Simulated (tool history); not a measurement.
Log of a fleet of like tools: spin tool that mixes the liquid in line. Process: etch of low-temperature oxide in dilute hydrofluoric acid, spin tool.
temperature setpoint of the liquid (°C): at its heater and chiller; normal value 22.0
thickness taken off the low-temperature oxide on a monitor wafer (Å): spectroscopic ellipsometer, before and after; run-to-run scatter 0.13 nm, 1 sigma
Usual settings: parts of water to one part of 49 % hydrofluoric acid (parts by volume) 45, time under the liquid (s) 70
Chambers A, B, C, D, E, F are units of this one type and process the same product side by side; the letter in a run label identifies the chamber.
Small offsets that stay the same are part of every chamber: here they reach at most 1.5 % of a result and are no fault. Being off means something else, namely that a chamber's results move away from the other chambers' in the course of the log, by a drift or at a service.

run,hour,temperature setpoint of the liquid (°C),parts of water to one part of 49 % hydrofluoric acid (parts by volume),time under the liquid (s),"read-back film thickness of the low-temperature oxide reference wafer, read on the same gauge (nm)",thickness taken off the low-temperature oxide on a monitor wafer (Å)
1A,6.7,22.0,45,70,90.002,185.15
2E,13.7,22.0,45,70,89.954,191.84
3D,18.0,22.0,45,70,89.989,190.15
# hour 20.4: chamber A: hydrofluoric acid flow meter replaced
4F,22.0,22.0,45,70,89.997,192.54
# hour 22.3: chamber A: thermometer replaced
5B,28.3,22.0,45,70,89.991,191.62
6C,35.2,22.0,45,70,90.001,190.82
7C,41.4,22.0,45,45,89.998,122.78
8F,45.0,22.0,45,45,90.008,122.80
9B,48.6,22.0,45,45,90.015,121.63
10D,54.6,22.0,45,45,89.962,119.26
11A,61.5,22.0,45,45,90.031,120.69
12E,68.4,22.0,45,45,90.008,122.77
13B,72.1,22.0,45,70,90.017,188.73
14C,78.7,22.0,45,70,90.024,190.30
15D,83.7,22.0,45,70,90.004,186.50
16F,88.5,18.0,45,70,90.032,162.12
17A,94.0,18.0,45,70,90.002,158.95
18E,98.3,18.0,45,70,90.003,159.57
19B,102.7,18.0,45,70,89.923,155.06
20C,106.7,18.0,45,70,89.962,162.35
21F,110.5,18.0,45,70,89.950,160.65
22A,113.7,22.0,45,70,90.023,189.45
23D,120.2,22.0,45,70,89.985,188.60
24E,124.6,22.0,45,70,89.979,187.10
25C,129.6,22.0,45,70,89.999,191.28
26E,134.6,22.0,45,70,90.040,190.76
27D,139.0,20.5,45,70,90.036,175.59
28A,142.2,20.5,45,70,90.006,177.80
29B,148.8,20.5,45,70,89.996,171.21
30F,155.8,20.5,45,70,90.020,180.15
31B,161.6,20.5,45,70,89.999,171.01
32F,165.5,20.5,45,70,90.062,180.07
33E,169.8,22.0,45,70,90.007,187.48
34D,175.9,22.0,45,70,90.013,187.85
# hour 179.9: chamber E: thermometer replaced
35A,182.5,22.0,45,70,90.038,187.23
36C,186.5,22.0,45,70,90.008,191.10
37C,190.3,22.0,45,70,90.005,192.41
38D,196.3,22.0,45,70,90.024,187.82
39F,199.4,22.0,45,70,89.987,190.03
40A,202.9,22.0,45,70,89.981,185.30
41E,207.3,22.0,45,70,89.982,190.89

Next, every chamber runs the same settings. What will each give?
42A,212.4,22.0,45,100,,?
42B,212.4,22.0,45,100,,?
42C,212.4,22.0,45,100,,?
42D,212.4,22.0,45,100,,?
42E,212.4,22.0,45,100,,?
42F,212.4,22.0,45,100,,?

run,thickness taken off the low-temperature oxide on a monitor wafer (Å)
42A,266.15
42B,254.65
42C,267.31
42D,267.90
42E,272.76
42F,274.30

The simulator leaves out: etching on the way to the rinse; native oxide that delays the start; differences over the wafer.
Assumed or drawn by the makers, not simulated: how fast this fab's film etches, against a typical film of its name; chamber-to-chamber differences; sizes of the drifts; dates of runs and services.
